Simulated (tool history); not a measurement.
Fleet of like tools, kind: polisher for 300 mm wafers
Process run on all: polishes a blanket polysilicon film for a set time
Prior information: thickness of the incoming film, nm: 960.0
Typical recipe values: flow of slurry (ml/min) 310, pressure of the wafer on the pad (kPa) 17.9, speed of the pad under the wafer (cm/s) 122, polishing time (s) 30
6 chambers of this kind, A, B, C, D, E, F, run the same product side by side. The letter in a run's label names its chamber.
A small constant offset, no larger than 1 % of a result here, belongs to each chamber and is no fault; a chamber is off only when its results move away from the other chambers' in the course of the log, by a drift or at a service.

run,day,flow of slurry (ml/min),pressure of the wafer on the pad (kPa),speed of the pad under the wafer (cm/s),polishing time (s),wafers polished on this pad,hours since the slurry nozzle was cleaned,hours since the head pressure was calibrated,film removed (nm)
# day 0.192: chamber A: worn pad replaced by a new one
# day 0.204: chamber E: worn pad replaced by a new one
1E,0.242,310,17.9,122,30,12,202.8,557.5,238.62
2F,0.471,310,17.9,122,30,203,599.4,90.2,236.4
3B,0.688,310,17.9,122,30,591,358.5,836.1,241.61
# day 0.738: chamber B: worn pad replaced by a new one
4C,0.846,310,17.9,122,30,398,410.5,331.2,239.61
5A,1.083,310,17.9,92,30,285,221.5,899.3,176.79
6D,1.242,310,17.9,92,30,445,73.2,291.7,179.36
7F,1.517,310,17.9,92,30,536,624.5,115.3,180.13
# day 1.692: chamber F: slurry nozzle cleaned
8E,1.704,310,17.9,92,30,479,237.9,592.6,180.83
9C,1.954,310,17.9,92,30,751,437.1,357.8,181.28
10D,2.175,310,17.9,92,30,743,95.6,314.1,181.08
11A,2.354,310,17.9,122,30,690,252,929.8,237.92
12B,2.575,310,17.9,122,30,587,403.8,881.4,240.46
# day 2.712: chamber B: worn pad replaced by a new one
13E,2.746,310,17.9,122,30,811,262.9,617.6,242.35
14D,2.929,310,17.9,94,35,983,113.7,332.2,215.36
# day 3.029: chamber C: head pressure recalibrated
# day 3.133: chamber D: worn pad replaced by a new one
# day 3.183: chamber E: worn pad replaced by a new one
15F,3.188,310,17.9,94,35,1069,36,155.4,212.5
16B,3.375,310,17.9,94,35,212,423,900.6,211.58
17C,3.583,310,17.9,94,35,1271,476.2,13.3,218.59
# day 3.646: chamber C: worn pad replaced by a new one
18A,3.888,310,17.9,94,35,1179,288.8,966.6,215.12
# day 4.129: chamber A: worn pad replaced by a new one
19B,4.154,310,17.9,94,35,460,441.7,919.3,214.5
# day 4.171: chamber F: worn pad replaced by a new one
20A,4.471,310,17.9,122,30,108,302.8,980.6,238.99
21F,4.792,310,17.9,122,30,198,74.5,193.9,237.21
# day 5.012: chamber B: worn pad replaced by a new one
22C,5.104,310,17.9,122,30,466,512.7,49.8,239.29
23D,5.388,310,17.9,122,30,719,172.7,391.2,239.84
# day 5.567: chamber A: head pressure recalibrated
24E,5.721,310,17.9,122,30,809,334.3,689,243.15
25B,5.954,310,17.9,122,30,301,484.9,962.5,239.7
26C,6.104,310,17.9,122,30,784,536.7,73.8,240.44
27D,6.275,310,17.9,122,30,1002,194,412.5,239.6
# day 6.462: chamber E: worn pad replaced by a new one
28F,6.512,350,17.9,122,30,747,115.8,235.2,243.91
29A,6.829,350,17.9,122,30,861,359.4,30.3,236.09
# day 7.054: chamber D: worn pad replaced by a new one
# day 7.088: chamber B: worn pad replaced by a new one
30E,7.092,350,17.9,122,30,201,367.2,721.9,243.19
# day 7.117: chamber C: slurry nozzle cleaned
# day 7.267: chamber C: worn pad replaced by a new one
31C,7.275,350,17.9,122,30,3,3.9,101.9,244.89
32D,7.479,350,17.9,122,30,136,222.9,441.4,244.17
33B,7.721,350,17.9,122,30,203,527.3,1004.9,240.42
# day 7.746: chamber B: head pressure recalibrated
34A,7.908,310,17.9,122,30,1205,385.3,56.2,238.64
# day 7.992: chamber A: worn pad replaced by a new one
35E,8.171,310,17.9,122,30,545,393.1,747.8,237.51
36F,8.396,205,20,122,30,1348,161,280.4,250.67
37C,8.671,205,20,122,30,449,37.4,135.4,257.1
# day 8.946: chamber A: slurry nozzle cleaned
38D,8.996,205,20,122,30,620,259.3,477.8,256.48
# day 9.262: chamber B: worn pad replaced by a new one
39F,9.304,205,20,122,30,1638,182.8,302.2,250
40B,9.538,205,20,122,30,88,570.9,43.1,255.47
41A,9.708,205,20,122,30,548,18.4,99.4,256.04

Read the log: is a single chamber off, either drifting away or since a service, is the gauge that measures every chamber drifting, or is nothing wrong beyond small per-chamber offsets? Name any odd chamber and what most likely caused it.

No chamber is off and the gauge is stable; the differences are just each chamber's small, constant offset.
